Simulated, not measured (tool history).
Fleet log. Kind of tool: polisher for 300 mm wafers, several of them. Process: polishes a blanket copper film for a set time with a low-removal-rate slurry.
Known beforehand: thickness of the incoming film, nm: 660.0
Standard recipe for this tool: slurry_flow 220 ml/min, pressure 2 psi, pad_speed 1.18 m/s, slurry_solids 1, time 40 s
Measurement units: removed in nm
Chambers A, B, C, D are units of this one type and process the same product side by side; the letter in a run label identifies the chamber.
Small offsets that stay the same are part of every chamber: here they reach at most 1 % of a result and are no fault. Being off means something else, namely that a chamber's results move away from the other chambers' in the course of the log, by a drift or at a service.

{"run": "1A", "hour": 7.5, "slurry_flow": 220, "pressure": 2, "pad_speed": 1.18, "slurry_solids": 1, "time": 40, "removed": 88.178}
{"run": "2C", "hour": 13.0, "slurry_flow": 220, "pressure": 2, "pad_speed": 1.18, "slurry_solids": 1, "time": 40, "removed": 89.724}
{"hour": 19.6, "done": "chamber C: worn pad replaced by a new one"}
{"run": "3B", "hour": 20.3, "slurry_flow": 220, "pressure": 2, "pad_speed": 1.18, "slurry_solids": 1, "time": 40, "removed": 89.365}
{"run": "4D", "hour": 27.0, "slurry_flow": 220, "pressure": 2, "pad_speed": 1.18, "slurry_solids": 1, "time": 40, "removed": 90.647}
{"hour": 27.8, "done": "chamber D: worn pad replaced by a new one"}
{"hour": 35.1, "done": "chamber B: worn pad replaced by a new one"}
{"run": "5C", "hour": 36.2, "slurry_flow": 220, "pressure": 2, "pad_speed": 1.18, "slurry_solids": 1, "time": 40, "removed": 89.847}
{"hour": 43.9, "done": "chamber A: slurry blender recalibrated"}
{"run": "6A", "hour": 47.3, "slurry_flow": 220, "pressure": 2, "pad_speed": 1.18, "slurry_solids": 1, "time": 40, "removed": 86.108}
{"run": "7B", "hour": 53.9, "slurry_flow": 220, "pressure": 2, "pad_speed": 1.18, "slurry_solids": 1, "time": 40, "removed": 88.914}
{"run": "8D", "hour": 60.9, "slurry_flow": 220, "pressure": 2, "pad_speed": 1.18, "slurry_solids": 1, "time": 40, "removed": 90.179}
{"run": "9C", "hour": 67.1, "slurry_flow": 220, "pressure": 2, "pad_speed": 1.18, "slurry_solids": 1, "time": 40, "removed": 89.934}
{"hour": 72.4, "done": "chamber C: slurry blender recalibrated"}
{"hour": 75.9, "done": "chamber A: worn pad replaced by a new one"}
{"run": "10A", "hour": 76.5, "slurry_flow": 220, "pressure": 2, "pad_speed": 1.18, "slurry_solids": 1, "time": 40, "removed": 88.355}
{"hour": 79.3, "done": "chamber C: worn pad replaced by a new one"}
{"hour": 81.1, "done": "chamber C: slurry nozzle cleaned"}
{"run": "11B", "hour": 82.6, "slurry_flow": 220, "pressure": 2, "pad_speed": 1.18, "slurry_solids": 1, "time": 40, "removed": 90.598}
{"hour": 88.3, "done": "chamber D: worn pad replaced by a new one"}
{"run": "12D", "hour": 89.7, "slurry_flow": 220, "pressure": 2, "pad_speed": 1.18, "slurry_solids": 1, "time": 40, "removed": 90.146}
{"hour": 94.2, "done": "chamber B: slurry blender recalibrated"}
{"run": "13B", "hour": 97.3, "slurry_flow": 220, "pressure": 2, "pad_speed": 1.18, "slurry_solids": 1, "time": 40, "removed": 89.582}
{"run": "14D", "hour": 103.8, "slurry_flow": 220, "pressure": 2, "pad_speed": 1.18, "slurry_solids": 1, "time": 40, "removed": 90.352}
{"hour": 108.5, "done": "chamber B: slurry nozzle cleaned"}
{"run": "15C", "hour": 110.9, "slurry_flow": 220, "pressure": 2, "pad_speed": 1.18, "slurry_solids": 1, "time": 40, "removed": 90.47}
{"run": "16A", "hour": 121.0, "slurry_flow": 220, "pressure": 2, "pad_speed": 1.18, "slurry_solids": 1, "time": 40, "removed": 87.733}
{"hour": 123.4, "done": "chamber C: head pressure recalibrated"}
{"run": "17B", "hour": 129.8, "slurry_flow": 220, "pressure": 2, "pad_speed": 1.18, "slurry_solids": 1, "time": 40, "removed": 88.97}
{"run": "18A", "hour": 135.6, "slurry_flow": 220, "pressure": 2, "pad_speed": 1.18, "slurry_solids": 1, "time": 40, "removed": 89.539}
{"hour": 139.2, "done": "chamber C: worn pad replaced by a new one"}
{"run": "19C", "hour": 147.2, "slurry_flow": 220, "pressure": 2, "pad_speed": 1.18, "slurry_solids": 1, "time": 40, "removed": 88.183}
{"hour": 149.2, "done": "chamber B: worn pad replaced by a new one"}
{"hour": 150.5, "done": "chamber D: worn pad replaced by a new one"}
{"run": "20D", "hour": 153.6, "slurry_flow": 220, "pressure": 2, "pad_speed": 1.18, "slurry_solids": 1, "time": 40, "removed": 88.673}
{"run": "21D", "hour": 160.3, "slurry_flow": 220, "pressure": 2.6, "pad_speed": 1.18, "slurry_solids": 1.3, "time": 40, "removed": 125.19}
{"run": "22B", "hour": 167.8, "slurry_flow": 220, "pressure": 2.6, "pad_speed": 1.18, "slurry_solids": 1.3, "time": 40, "removed": 124.43}
{"hour": 172.4, "done": "chamber A: worn pad replaced by a new one"}
{"run": "23A", "hour": 175.1, "slurry_flow": 220, "pressure": 2.6, "pad_speed": 1.18, "slurry_solids": 1.3, "time": 40, "removed": 120.39}
{"run": "24C", "hour": 185.9, "slurry_flow": 220, "pressure": 2.6, "pad_speed": 1.18, "slurry_solids": 1.3, "time": 40, "removed": 120.83}
{"hour": 189.9, "done": "chamber A: slurry blender recalibrated"}
{"run": "25D", "hour": 193.6, "slurry_flow": 220, "pressure": 2, "pad_speed": 1.18, "slurry_solids": 1, "time": 40, "removed": 90.101}
{"run": "26C", "hour": 203.6, "slurry_flow": 220, "pressure": 2, "pad_speed": 1.18, "slurry_solids": 1, "time": 40, "removed": 89.622}
{"hour": 207.0, "done": "chamber C: worn pad replaced by a new one"}
{"run": "27A", "hour": 211.1, "slurry_flow": 220, "pressure": 2, "pad_speed": 1.18, "slurry_solids": 1, "time": 40, "removed": 86.864}
{"run": "28B", "hour": 220.7, "slurry_flow": 220, "pressure": 2, "pad_speed": 1.18, "slurry_solids": 1, "time": 40, "removed": 91.524}
{"run": "29C", "hour": 226.6, "slurry_flow": 220, "pressure": 2, "pad_speed": 1.18, "slurry_solids": 1, "time": 40, "removed": 89.331}

Is one chamber off against the others, does the gauge drift, or is nothing wrong? If a chamber is off, say which, and what the likeliest cause is.

Neither any chamber nor the gauge drifts; the chambers differ only by their own small, steady offsets.
